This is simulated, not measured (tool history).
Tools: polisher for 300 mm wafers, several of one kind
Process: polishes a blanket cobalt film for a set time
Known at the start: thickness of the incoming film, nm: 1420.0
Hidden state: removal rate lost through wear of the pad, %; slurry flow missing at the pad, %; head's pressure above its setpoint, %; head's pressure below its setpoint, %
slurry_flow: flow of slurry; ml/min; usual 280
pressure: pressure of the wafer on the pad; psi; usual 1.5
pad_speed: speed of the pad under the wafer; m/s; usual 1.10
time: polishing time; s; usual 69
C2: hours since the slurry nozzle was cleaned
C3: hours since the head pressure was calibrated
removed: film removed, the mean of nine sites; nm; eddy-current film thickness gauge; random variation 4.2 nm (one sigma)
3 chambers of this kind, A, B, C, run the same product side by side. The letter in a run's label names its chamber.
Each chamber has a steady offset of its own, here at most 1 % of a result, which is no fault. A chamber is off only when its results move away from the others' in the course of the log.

-- hour=2.7 chamber B: worn pad replaced by a new one
run 1C hour=11.4 | slurry_flow=280 pressure=1.5 pad_speed=1.10 time=69 | wafers_polished_on_this_pad=1095 C2=448.2 C3=1446.3 | removed=292.38
run 2B hour=21.8 | slurry_flow=280 pressure=1.5 pad_speed=1.10 time=69 | wafers_polished_on_this_pad=166 C2=301.6 C3=944.2 | removed=295.78
-- hour=22.5 chamber C: head pressure recalibrated
run 3A hour=29.7 | slurry_flow=280 pressure=1.5 pad_speed=1.10 time=69 | wafers_polished_on_this_pad=910 C2=204.1 C3=603.7 | removed=293.78
-- hour=30.4 chamber C: worn pad replaced by a new one
run 4B hour=38.6 | slurry_flow=280 pressure=1.5 pad_speed=1.10 time=69 | wafers_polished_on_this_pad=312 C2=318.4 C3=961.0 | removed=301.15
run 5A hour=51.9 | slurry_flow=280 pressure=1.5 pad_speed=1.10 time=69 | wafers_polished_on_this_pad=1103 C2=226.3 C3=625.9 | removed=295.42
run 6C hour=64.1 | slurry_flow=280 pressure=1.5 pad_speed=1.10 time=69 | wafers_polished_on_this_pad=293 C2=500.9 C3=41.6 | removed=297.92
run 7B hour=75.7 | slurry_flow=280 pressure=1.5 pad_speed=1.10 time=69 | wafers_polished_on_this_pad=635 C2=355.5 C3=998.1 | removed=297.82
run 8A hour=87.1 | slurry_flow=280 pressure=1.5 pad_speed=1.10 time=59 | wafers_polished_on_this_pad=1409 C2=261.5 C3=661.1 | removed=249.31
-- hour=93.7 chamber A: worn pad replaced by a new one
run 9C hour=102.0 | slurry_flow=280 pressure=1.5 pad_speed=1.10 time=59 | wafers_polished_on_this_pad=623 C2=538.8 C3=79.5 | removed=252.56
-- hour=111.9 chamber B: head pressure recalibrated
run 10A hour=115.3 | slurry_flow=280 pressure=1.5 pad_speed=1.10 time=59 | wafers_polished_on_this_pad=188 C2=289.7 C3=689.3 | removed=252.71
-- hour=117.6 chamber C: slurry nozzle cleaned
run 11C hour=126.1 | slurry_flow=280 pressure=1.5 pad_speed=1.10 time=69 | wafers_polished_on_this_pad=832 C2=8.6 C3=103.6 | removed=292.62
run 12B hour=138.8 | slurry_flow=280 pressure=1.5 pad_speed=1.10 time=69 | wafers_polished_on_this_pad=1183 C2=418.6 C3=27.0 | removed=293.57
run 13A hour=148.7 | slurry_flow=215 pressure=1.5 pad_speed=1.10 time=86 | wafers_polished_on_this_pad=478 C2=323.1 C3=722.7 | removed=363.86
run 14C hour=159.9 | slurry_flow=215 pressure=1.5 pad_speed=1.10 time=86 | wafers_polished_on_this_pad=1126 C2=42.4 C3=137.4 | removed=360.82
-- hour=160.0 chamber B: worn pad replaced by a new one
run 15B hour=169.8 | slurry_flow=215 pressure=1.5 pad_speed=1.10 time=86 | wafers_polished_on_this_pad=85 C2=449.6 C3=58.0 | removed=366.54
run 16C hour=180.1 | slurry_flow=280 pressure=1.5 pad_speed=1.10 time=69 | wafers_polished_on_this_pad=1302 C2=62.6 C3=157.6 | removed=290.89
-- hour=187.8 chamber C: worn pad replaced by a new one
run 17A hour=190.2 | slurry_flow=280 pressure=1.5 pad_speed=1.10 time=69 | wafers_polished_on_this_pad=839 C2=364.6 C3=764.2 | removed=293.12
run 18B hour=197.8 | slurry_flow=280 pressure=1.5 pad_speed=1.10 time=69 | wafers_polished_on_this_pad=329 C2=477.6 C3=86.0 | removed=295.71
run 19B hour=206.1 | slurry_flow=280 pressure=1.5 pad_speed=1.10 time=69 | wafers_polished_on_this_pad=401 C2=485.9 C3=94.3 | removed=295.56
run 20A hour=218.6 | slurry_flow=280 pressure=1.5 pad_speed=1.10 time=69 | wafers_polished_on_this_pad=1086 C2=393.0 C3=792.6 | removed=294.42
run 21C hour=226.0 | slurry_flow=280 pressure=1.5 pad_speed=1.10 time=69 | wafers_polished_on_this_pad=332 C2=108.5 C3=203.5 | removed=295.82
run 22A hour=241.2 | slurry_flow=280 pressure=1.5 pad_speed=1.10 time=69 | wafers_polished_on_this_pad=1282 C2=415.6 C3=815.2 | removed=287.41
run 23C hour=248.0 | slurry_flow=280 pressure=1.5 pad_speed=1.10 time=69 | wafers_polished_on_this_pad=524 C2=130.5 C3=225.5 | removed=299.27
-- hour=251.9 chamber A: worn pad replaced by a new one
run 24B hour=261.1 | slurry_flow=280 pressure=1.5 pad_speed=1.10 time=69 | wafers_polished_on_this_pad=879 C2=540.9 C3=149.3 | removed=298.40
-- hour=262.7 chamber A: head pressure recalibrated
run 25C hour=272.5 | slurry_flow=280 pressure=1.5 pad_speed=1.10 time=69 | wafers_polished_on_this_pad=737 C2=155.0 C3=250.0 | removed=292.34
run 26A hour=284.8 | slurry_flow=280 pressure=1.5 pad_speed=1.10 time=69 | wafers_polished_on_this_pad=286 C2=459.2 C3=22.2 | removed=305.26
run 27B hour=299.5 | slurry_flow=280 pressure=1.5 pad_speed=1.10 time=69 | wafers_polished_on_this_pad=1213 C2=579.3 C3=187.7 | removed=286.41
run 28C hour=311.4 | slurry_flow=280 pressure=1.5 pad_speed=1.10 time=69 | wafers_polished_on_this_pad=1075 C2=193.9 C3=288.9 | removed=295.66
-- hour=323.1 chamber B: worn pad replaced by a new one
run 29B hour=324.2 | slurry_flow=280 pressure=1.5 pad_speed=1.10 time=69 | wafers_polished_on_this_pad=10 C2=604.0 C3=212.4 | removed=295.02
run 30A hour=331.4 | slurry_flow=280 pressure=1.5 pad_speed=1.10 time=69 | wafers_polished_on_this_pad=691 C2=505.8 C3=68.8 | removed=296.18

What goes on in this fleet: one chamber off, a drifting gauge, or nothing beyond the chambers' own small offsets? Name the chamber and the cause, if any.

No chamber stands off beyond its own small offset, and the gauge holds steady.
